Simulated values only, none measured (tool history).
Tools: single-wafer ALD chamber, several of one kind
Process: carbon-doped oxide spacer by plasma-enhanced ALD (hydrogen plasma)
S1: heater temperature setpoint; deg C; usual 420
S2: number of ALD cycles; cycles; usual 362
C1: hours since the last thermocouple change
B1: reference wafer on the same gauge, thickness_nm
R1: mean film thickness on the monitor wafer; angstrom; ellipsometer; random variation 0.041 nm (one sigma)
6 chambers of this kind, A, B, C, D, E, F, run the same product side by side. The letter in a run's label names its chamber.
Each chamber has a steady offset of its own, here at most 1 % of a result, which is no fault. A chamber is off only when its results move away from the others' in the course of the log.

run   hour   S1   S2      C1      B1      R1
 1D    4.5  420  362   687.6  17.496  169.59
 2C    7.4  420  362  1209.2  17.493  171.48
 3B   10.4  420  362   769.7  17.498  172.12
 4F   12.9  420  362   155.9  17.504   169.7
 5E     18  420  362  1200.9  17.507  169.85
 6A   21.7  420  362     300  17.501  170.25
 7D   26.6  420  362   709.7  17.502  170.13
 8A   30.9  412  320   309.2  17.496  154.31
 9B   33.4  412  320   792.7  17.498   155.7
10C   38.3  412  320  1240.1  17.496  155.34
11F   40.8  412  320   183.8  17.502  153.36
12E   44.7  412  320  1227.6  17.505   154.4
13E   48.6  412  320  1231.5  17.494  154.46
14F   52.2  420  362   195.2  17.495  169.83
15A   56.4  406  399   334.7    17.5   196.9
16D     61  406  399   744.1  17.501   195.9
17B   64.9  406  399   824.2  17.493  197.64
18C     70  406  399  1271.8  17.495  196.38
19B   73.6  406  399   832.9  17.504  196.45
20D   76.9  406  399     760  17.505  196.26
21F   79.5  408  362   222.5  17.497  175.23
22E   84.3  408  362  1267.2  17.504  176.98
23A   89.4  408  362   367.7  17.506  176.99
24C     93  408  362  1294.8  17.498  177.48
25D   96.4  408  362   779.5  17.499   176.2
26B   99.9  408  362   859.2  17.489  178.21
27C  104.9  420  362  1306.7  17.503   170.7
28E  109.8  420  362  1292.7  17.505  171.03
29F  114.8  420  362   257.8  17.498  169.22
30A  119.8  420  362   398.1  17.509  170.57
31B  123.5  420  362   882.8  17.511  171.64
32D  127.9  420  362     811  17.497   169.9
33F  131.2  431  341   274.2  17.497  153.64
34E  136.2  431  341  1319.1  17.496  153.97
35A    140  431  341   418.3  17.514  154.94
36C  144.2  431  341    1346  17.504  156.05
37D  149.1  431  341   832.2  17.507  154.65
38B  153.1  431  341   912.4  17.506  155.81
39F  157.7  420  362   300.7   17.51  168.79
40E  162.1  420  362    1345  17.503  171.53
41A  167.2  420  362   445.5  17.497  170.18

Is one chamber off against the others, does the gauge drift, or is nothing wrong? If a chamber is off, say which, and what the likeliest cause is.

No chamber stands off beyond its own small offset, and the gauge holds steady.
